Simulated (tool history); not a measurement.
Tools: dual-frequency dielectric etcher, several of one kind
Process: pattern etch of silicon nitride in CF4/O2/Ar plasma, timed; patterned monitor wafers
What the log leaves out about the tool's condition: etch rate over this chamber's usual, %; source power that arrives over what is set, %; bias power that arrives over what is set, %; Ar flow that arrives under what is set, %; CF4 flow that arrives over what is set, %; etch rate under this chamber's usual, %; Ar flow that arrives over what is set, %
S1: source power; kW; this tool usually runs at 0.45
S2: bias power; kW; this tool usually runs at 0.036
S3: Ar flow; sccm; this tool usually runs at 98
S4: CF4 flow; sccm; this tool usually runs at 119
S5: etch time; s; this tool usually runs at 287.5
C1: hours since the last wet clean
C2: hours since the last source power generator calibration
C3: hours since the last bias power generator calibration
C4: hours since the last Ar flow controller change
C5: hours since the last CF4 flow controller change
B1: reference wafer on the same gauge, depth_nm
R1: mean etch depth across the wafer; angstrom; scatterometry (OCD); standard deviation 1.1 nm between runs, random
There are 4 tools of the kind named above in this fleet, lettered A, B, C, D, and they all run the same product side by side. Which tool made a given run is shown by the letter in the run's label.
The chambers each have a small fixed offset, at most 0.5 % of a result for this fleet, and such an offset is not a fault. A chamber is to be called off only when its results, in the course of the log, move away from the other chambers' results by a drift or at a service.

run 1B day=0.375 | S1=0.45 S2=0.036 S3=98 S4=119 S5=287.5 | C1=337.1 C2=2108.2 C3=187.2 C4=2089.7 C5=2198.9 | B1=387.02 | R1=4520.5
run 2C day=0.788 | S1=0.45 S2=0.036 S3=98 S4=119 S5=287.5 | C1=240.2 C2=1175.1 C3=2572.6 C4=1181.7 C5=1272 | B1=387.03 | R1=4524.6
run 3D day=1.208 | S1=0.45 S2=0.036 S3=98 S4=119 S5=287.5 | C1=200.9 C2=1431.7 C3=2504.6 C4=3023.5 C5=1111.4 | B1=387 | R1=4540.1
run 4A day=1.633 | S1=0.45 S2=0.036 S3=98 S4=119 S5=287.5 | C1=286.7 C2=2364.4 C3=1653.9 C4=4233.3 C5=2694.4 | B1=386.82 | R1=4554.7
run 5C day=2.088 | S1=0.45 S2=0.036 S3=98 S4=104 S5=287.5 | C1=271.4 C2=1206.3 C3=2603.8 C4=1212.9 C5=1303.2 | B1=387.04 | R1=4460.3
run 6A day=2.388 | S1=0.45 S2=0.036 S3=98 S4=104 S5=287.5 | C1=304.8 C2=2382.5 C3=1672 C4=4251.4 C5=2712.5 | B1=387.19 | R1=4456.1
run 7B day=2.979 | S1=0.45 S2=0.036 S3=98 S4=104 S5=287.5 | C1=399.6 C2=2170.7 C3=249.7 C4=2152.2 C5=2261.4 | B1=387.02 | R1=4447.4
run 8D day=3.567 | S1=0.45 S2=0.036 S3=98 S4=104 S5=287.5 | C1=257.5 C2=1488.3 C3=2561.2 C4=3080.1 C5=1168 | B1=386.97 | R1=4457.1
run 9B day=4.1 | S1=0.45 S2=0.036 S3=98 S4=119 S5=287.5 | C1=426.5 C2=2197.6 C3=276.6 C4=2179.1 C5=2288.3 | B1=387.11 | R1=4535
run 10D day=4.425 | S1=0.45 S2=0.036 S3=98 S4=119 S5=287.5 | C1=278.1 C2=1508.9 C3=2581.8 C4=3100.7 C5=1188.6 | B1=387.26 | R1=4556.8
run 11C day=4.817 | S1=0.45 S2=0.036 S3=98 S4=119 S5=287.5 | C1=336.9 C2=1271.8 C3=2669.3 C4=1278.4 C5=1368.7 | B1=386.85 | R1=4533.7
run 12A day=5.221 | S1=0.45 S2=0.036 S3=98 S4=119 S5=287.5 | C1=372.8 C2=2450.5 C3=1740 C4=4319.4 C5=2780.5 | B1=387.1 | R1=4548.1
run 13C day=5.679 | S1=0.45 S2=0.036 S3=98 S4=119 S5=287.5 | C1=357.6 C2=1292.5 C3=2690 C4=1299.1 C5=1389.4 | B1=386.85 | R1=4523.1
run 14B day=5.954 | S1=0.45 S2=0.036 S3=98 S4=119 S5=287.5 | C1=471 C2=2242.1 C3=321.1 C4=2223.6 C5=2332.8 | B1=386.87 | R1=4521.1
run 15A day=6.429 | S1=0.45 S2=0.036 S3=98 S4=119 S5=287.5 | C1=401.8 C2=2479.5 C3=1769 C4=4348.4 C5=2809.5 | B1=387.04 | R1=4539.1
-- day=6.617 chamber C: wet clean of the chamber
run 16D day=6.996 | S1=0.45 S2=0.036 S3=98 S4=119 S5=287.5 | C1=339.8 C2=1570.6 C3=2643.5 C4=3162.4 C5=1250.3 | B1=386.94 | R1=4554.3
run 17C day=7.483 | S1=0.45 S2=0.036 S3=98 S4=119 S5=207 | C1=20.8 C2=1335.8 C3=2733.3 C4=1342.4 C5=1432.7 | B1=387.13 | R1=3272.5
run 18B day=7.875 | S1=0.45 S2=0.036 S3=98 S4=119 S5=207 | C1=517.1 C2=2288.2 C3=367.2 C4=2269.7 C5=2378.9 | B1=386.98 | R1=3250.9
run 19D day=8.483 | S1=0.45 S2=0.036 S3=98 S4=119 S5=207 | C1=375.5 C2=1606.3 C3=2679.2 C4=3198.1 C5=1286 | B1=386.97 | R1=3280.1
-- day=8.908 chamber B: wet clean of the chamber
run 20A day=9.058 | S1=0.45 S2=0.036 S3=98 S4=119 S5=207 | C1=464.9 C2=2542.6 C3=1832.1 C4=4411.5 C5=2872.6 | B1=387.06 | R1=3276.8
-- day=9.225 chamber C: source power generator calibrated
-- day=9.354 chamber D: wet clean of the chamber
run 21A day=9.433 | S1=0.45 S2=0.036 S3=98 S4=119 S5=287.5 | C1=473.9 C2=2551.6 C3=1841.1 C4=4420.5 C5=2881.6 | B1=387.12 | R1=4550.5
run 22D day=9.942 | S1=0.45 S2=0.036 S3=98 S4=119 S5=287.5 | C1=14.2 C2=1641.3 C3=2714.2 C4=3233.1 C5=1321 | B1=387.03 | R1=4549.4
run 23C day=10.304 | S1=0.45 S2=0.036 S3=98 S4=119 S5=287.5 | C1=88.5 C2=25.9 C3=2801 C4=1410.1 C5=1500.4 | B1=386.75 | R1=4612.2
-- day=10.4 chamber C: CF4 flow controller replaced
run 24B day=10.625 | S1=0.45 S2=0.036 S3=98 S4=119 S5=287.5 | C1=41.2 C2=2354.2 C3=433.2 C4=2335.7 C5=2444.9 | B1=387.08 | R1=4511.6
run 25D day=11.154 | S1=0.45 S2=0.036 S3=98 S4=119 S5=287.5 | C1=43.3 C2=1670.4 C3=2743.3 C4=3262.2 C5=1350.1 | B1=386.89 | R1=4531.6
run 26C day=11.45 | S1=0.53 S2=0.036 S3=98 S4=119 S5=346.5 | C1=116 C2=53.4 C3=2828.5 C4=1437.6 C5=25.2 | B1=387.04 | R1=6451.9
run 27A day=11.75 | S1=0.53 S2=0.036 S3=98 S4=119 S5=346.5 | C1=529.5 C2=2607.2 C3=1896.7 C4=4476.1 C5=2937.2 | B1=386.99 | R1=6340.4
run 28B day=12.171 | S1=0.53 S2=0.036 S3=98 S4=119 S5=346.5 | C1=78.3 C2=2391.3 C3=470.3 C4=2372.8 C5=2482 | B1=386.9 | R1=6351.6
run 29B day=12.725 | S1=0.53 S2=0.036 S3=98 S4=119 S5=346.5 | C1=91.6 C2=2404.6 C3=483.6 C4=2386.1 C5=2495.3 | B1=386.96 | R1=6336
run 30A day=13.238 | S1=0.45 S2=0.036 S3=98 S4=119 S5=287.5 | C1=565.2 C2=2642.9 C3=1932.4 C4=4511.8 C5=2972.9 | B1=386.86 | R1=4549.8
run 31D day=13.796 | S1=0.45 S2=0.036 S3=98 S4=119 S5=287.5 | C1=106.7 C2=1733.8 C3=2806.7 C4=3325.6 C5=1413.5 | B1=386.95 | R1=4541.6
-- day=13.912 chamber A: wet clean of the chamber
run 32C day=14.196 | S1=0.45 S2=0.036 S3=98 S4=119 S5=287.5 | C1=181.9 C2=119.3 C3=2894.4 C4=1503.5 C5=91.1 | B1=387.05 | R1=4625.1
run 33C day=14.571 | S1=0.45 S2=0.036 S3=98 S4=119 S5=287.5 | C1=190.9 C2=128.3 C3=2903.4 C4=1512.5 C5=100.1 | B1=386.84 | R1=4628.1
run 34D day=14.888 | S1=0.45 S2=0.036 S3=98 S4=119 S5=287.5 | C1=132.9 C2=1760 C3=2832.9 C4=3351.8 C5=1439.7 | B1=387.11 | R1=4536.4
run 35B day=15.258 | S1=0.45 S2=0.036 S3=98 S4=119 S5=287.5 | C1=152.4 C2=2465.4 C3=544.4 C4=2446.9 C5=2556.1 | B1=387.02 | R1=4535.3
run 36A day=15.762 | S1=0.45 S2=0.031 S3=98 S4=109 S5=287.5 | C1=44.5 C2=2703.5 C3=1993 C4=4572.4 C5=3033.5 | B1=387.02 | R1=4274.8
run 37C day=16.379 | S1=0.45 S2=0.031 S3=98 S4=109 S5=287.5 | C1=234.3 C2=171.7 C3=2946.8 C4=1555.9 C5=143.5 | B1=386.95 | R1=4343.7

Next, all 4 chambers run the settings below, one line each with question marks for the results. What does each chamber give?
run 38A day=16.825 | S1=0.45 S2=0.036 S3=98 S4=119 S5=287.5 | R1=?
run 38B day=16.825 | S1=0.45 S2=0.036 S3=98 S4=119 S5=287.5 | R1=?
run 38C day=16.825 | S1=0.45 S2=0.036 S3=98 S4=119 S5=287.5 | R1=?
run 38D day=16.825 | S1=0.45 S2=0.036 S3=98 S4=119 S5=287.5 | R1=?

run=38A R1=4567.3
run=38B R1=4531.6
run=38C R1=4661.2
run=38D R1=4540.5
